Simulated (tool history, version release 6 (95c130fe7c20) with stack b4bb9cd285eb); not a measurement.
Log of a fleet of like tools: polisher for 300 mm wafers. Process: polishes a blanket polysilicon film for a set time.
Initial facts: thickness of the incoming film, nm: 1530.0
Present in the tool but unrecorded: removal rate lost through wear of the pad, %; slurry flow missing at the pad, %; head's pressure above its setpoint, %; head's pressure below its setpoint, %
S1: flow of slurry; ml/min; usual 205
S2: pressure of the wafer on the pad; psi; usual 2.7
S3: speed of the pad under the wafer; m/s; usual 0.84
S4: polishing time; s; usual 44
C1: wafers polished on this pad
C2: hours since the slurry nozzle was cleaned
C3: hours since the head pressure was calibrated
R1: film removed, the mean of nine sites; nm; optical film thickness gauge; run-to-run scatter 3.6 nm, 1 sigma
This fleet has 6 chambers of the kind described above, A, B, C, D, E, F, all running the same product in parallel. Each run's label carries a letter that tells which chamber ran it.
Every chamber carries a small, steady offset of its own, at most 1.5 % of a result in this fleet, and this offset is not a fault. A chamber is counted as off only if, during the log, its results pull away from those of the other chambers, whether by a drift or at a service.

run     day   S1   S2    S3  S4    C1     C2      C3      R1
      0.308  -- chamber D: slurry nozzle cleaned
      0.392  -- chamber A: slurry nozzle cleaned
 1B   0.529  205  2.7  0.84  44   432  216.2   475.1  280.39
      0.833  -- chamber E: worn pad replaced by a new one
      0.950  -- chamber A: worn pad replaced by a new one
 2F   1.154  205  2.7  0.84  44   799  321.3   825.8  283.45
 3A   1.625  205  2.7  0.84  44   113   29.7    75.7  291.18
      1.679  -- chamber C: head pressure recalibrated
 4E   1.921  205  2.7  0.84  44   183   57.7  1002.2  281.94
      2.288  -- chamber F: slurry nozzle cleaned
 5D   2.421  205  2.7  0.84  44   758   50.8   557.8  283.22
      2.738  -- chamber E: head pressure recalibrated
 6C   2.875  205  2.7  0.58  31   543  635.8    28.7  138.79
 7F   3.438  205  2.7  0.58  31  1184   27.7   880.6  137.83
 8E   3.779  205  2.7  0.58  31   496  102.3    25.1  135.56
      4.204  -- chamber F: worn pad replaced by a new one
 9A   4.233  205  2.7  0.58  31   553   92.3   138.3  138.12
10C   4.567  205  2.7  0.58  31   828  676.4    69.3  138.02
      4.667  -- chamber D: worn pad replaced by a new one
      4.850  -- chamber E: worn pad replaced by a new one
      4.962  -- chamber B: worn pad replaced by a new one
11B   5.067  205  2.7  0.58  31    18  325.1   584.0  136.45
12D   5.708  205  2.7  0.84  44   175  129.7   636.7  282.59
13C   6.267  205  2.7  0.84  44  1115  717.2   110.1  277.40
14E   6.588  205  2.7  0.84  52   292  169.7    92.5  332.81
      6.658  -- chamber C: slurry nozzle cleaned
15D   7.058  205  2.7  0.84  52   403  162.1   669.1  331.79
      7.575  -- chamber C: worn pad replaced by a new one
16F   7.683  205  2.7  0.84  52   586  129.6   982.5  327.62
      7.854  -- chamber A: worn pad replaced by a new one
17B   8.092  205  2.7  0.84  52   527  397.7   656.6  334.26
18A   8.525  205  2.7  0.84  52   113  195.3   241.3  327.32
      8.846  -- chamber B: slurry nozzle cleaned
19F   8.950  205  2.7  0.84  52   799  160.0  1012.9  338.63
      9.238  -- chamber E: worn pad replaced by a new one
20A   9.325  205  2.7  0.84  44   248  214.5   260.5  288.25
      9.742  -- chamber B: head pressure recalibrated
21E   9.779  205  2.7  0.84  44    91  246.3   169.1  276.38
22D  10.279  205  2.7  0.84  44   946  239.4   746.4  270.93
23B  10.771  205  2.7  0.84  44   979   46.2    24.8  284.65
24C  11.288  205  2.7  0.84  44   626  111.2   230.6  281.45
25E  11.638  205  2.7  0.60  44   404  290.9   213.7  196.56
     11.696  -- chamber B: worn pad replaced by a new one
26C  12.054  205  2.7  0.60  44   755  129.6   249.0  202.74
27F  12.371  205  2.7  0.60  44  1376  242.1  1095.0  198.16
28D  12.762  205  2.7  0.60  44  1364  299.0   806.0  202.51
     12.783  -- chamber D: worn pad replaced by a new one
     13.325  -- chamber E: worn pad replaced by a new one
29B  13.375  205  2.7  0.60  44   283  108.7    87.3  198.09
     13.658  -- chamber F: worn pad replaced by a new one
30A  13.925  205  2.7  0.60  44  1023  324.9   370.9  201.75
31E  14.533  205  2.7  0.84  44   204  360.4   283.2  271.79
32D  14.904  205  2.7  0.84  44   357  350.4   857.4  279.74
     15.304  -- chamber F: slurry nozzle cleaned
33A  15.496  205  2.7  0.84  52  1288  362.6   408.6  338.61
     15.617  -- chamber A: worn pad replaced by a new one
     16.083  -- chamber C: worn pad replaced by a new one
34B  16.154  205  2.7  0.84  52   751  175.4   154.0  333.93
35F  16.796  205  2.7  0.84  52   528   35.8  1201.2  337.87
36C  17.096  205  2.7  0.84  52   170  250.6   370.0  337.22
     17.521  -- chamber A: head pressure recalibrated
37D  17.604  205  2.7  0.84  52   812  415.2   922.2  328.49
38F  18.125  205  2.7  0.84  52   752   67.7  1233.1  338.39
39C  18.767  205  2.7  0.84  44   452  290.7   410.1  283.75
     19.071  -- chamber B: worn pad replaced by a new one
40B  19.183  205  2.7  0.84  44    19  248.1   226.7  286.63
41A  19.742  205  2.7  0.84  44   695  464.5    53.4  283.19

Does one chamber stand apart from the rest, does the shared gauge drift, or is all well apart from small per-chamber offsets? Give the chamber and the most likely cause, where there is one.

No chamber stands off beyond its own small offset, and the gauge holds steady.
